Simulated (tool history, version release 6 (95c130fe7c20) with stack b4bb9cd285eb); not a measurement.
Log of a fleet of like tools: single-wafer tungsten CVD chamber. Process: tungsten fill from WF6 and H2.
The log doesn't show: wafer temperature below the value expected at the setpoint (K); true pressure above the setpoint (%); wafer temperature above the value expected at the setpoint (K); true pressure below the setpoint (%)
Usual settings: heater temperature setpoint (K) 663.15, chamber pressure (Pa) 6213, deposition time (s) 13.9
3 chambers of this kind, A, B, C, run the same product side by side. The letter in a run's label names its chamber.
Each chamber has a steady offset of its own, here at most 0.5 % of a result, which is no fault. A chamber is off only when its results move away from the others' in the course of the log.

run,hour,heater temperature setpoint (K),chamber pressure (Pa),deposition time (s),hours since the last thermocouple change,hours since the last manometer calibration,"read-back reference wafer on the same gauge, thickness_nm",mean film thickness on the monitor wafer (angstrom)
1C,5.6,663.15,6213,13.9,661.1,718.8,35.296,410.64
2B,10.1,663.15,6213,13.9,1533.1,741.2,35.289,410.70
3A,13.4,663.15,6213,13.9,334.3,1433.7,35.284,411.83
4A,16.2,663.15,6213,13.9,337.1,1436.5,35.278,411.07
5C,19.2,663.15,6213,13.9,674.7,732.4,35.269,410.35
6B,21.8,663.15,6213,13.9,1544.8,752.9,35.267,410.28
7A,25.2,663.15,6213,13.9,346.1,1445.5,35.269,411.84
8B,30.2,663.15,6213,13.9,1553.2,761.3,35.259,409.94
9C,34.9,663.15,6213,13.9,690.4,748.1,35.233,408.23
10A,37.6,663.15,6213,13.9,358.5,1457.9,35.249,411.11
11C,41.9,663.15,6213,13.9,697.4,755.1,35.237,408.01
12B,47.2,663.15,6213,13.9,1570.2,778.3,35.224,409.50
13C,51.2,663.15,6213,13.9,706.7,764.4,35.210,409.03
14A,56.8,663.15,6213,13.9,377.7,1477.1,35.222,410.39
15B,59.8,663.15,6213,13.9,1582.8,790.9,35.200,408.87
16B,63.4,663.15,6213,13.9,1586.4,794.5,35.221,408.64
17C,67.0,663.15,6213,13.9,722.5,780.2,35.195,408.64
18A,70.2,663.15,6213,13.9,391.1,1490.5,35.193,409.68
19C,73.4,663.15,6213,13.9,728.9,786.6,35.204,408.19
20B,79.1,676.15,4813,13.9,1602.1,810.2,35.186,462.30
21A,83.4,676.15,4813,13.9,404.3,1503.7,35.185,463.77
22C,86.8,676.15,4813,13.9,742.3,800.0,35.191,460.27
23A,92.5,663.15,6213,13.9,413.4,1512.8,35.167,409.67
24B,95.9,663.15,6213,13.9,1618.9,827.0,35.161,408.05
25C,101.5,663.15,6213,13.9,757.0,814.7,35.158,408.24
26B,106.3,663.15,6213,13.9,1629.3,837.4,35.151,408.96
27A,110.0,663.15,6213,13.9,430.9,1530.3,35.147,408.57
28A,115.6,656.15,6213,12.6,436.5,1535.9,35.135,322.62
29C,118.4,656.15,6213,12.6,773.9,831.6,35.143,322.29
30B,123.6,656.15,6213,12.6,1646.6,854.7,35.125,321.80
31B,127.5,671.15,6213,15.2,1650.5,858.6,35.124,519.41
32A,130.3,671.15,6213,15.2,451.2,1550.6,35.127,520.53
33C,135.8,671.15,6213,15.2,791.3,849.0,35.120,516.67
34C,139.3,663.15,6213,13.9,794.8,852.5,35.119,406.12
35A,143.9,663.15,6213,13.9,464.8,1564.2,35.094,409.53
36B,149.1,663.15,6213,13.9,1672.1,880.2,35.076,408.37
37C,152.7,663.15,6213,13.9,808.2,865.9,35.083,407.67
38B,156.6,663.15,6213,13.9,1679.6,887.7,35.062,407.79
39A,162.3,663.15,6733,13.9,483.2,1582.6,35.085,424.62

All 3 chambers run these settings next. Forecast each chamber's results:
40A,166.4,663.15,6213,13.9,,,,?
40B,166.4,663.15,6213,13.9,,,,?
40C,166.4,663.15,6213,13.9,,,,?

run,mean film thickness on the monitor wafer (angstrom)
40A,408.63
40B,407.55
40C,406.64
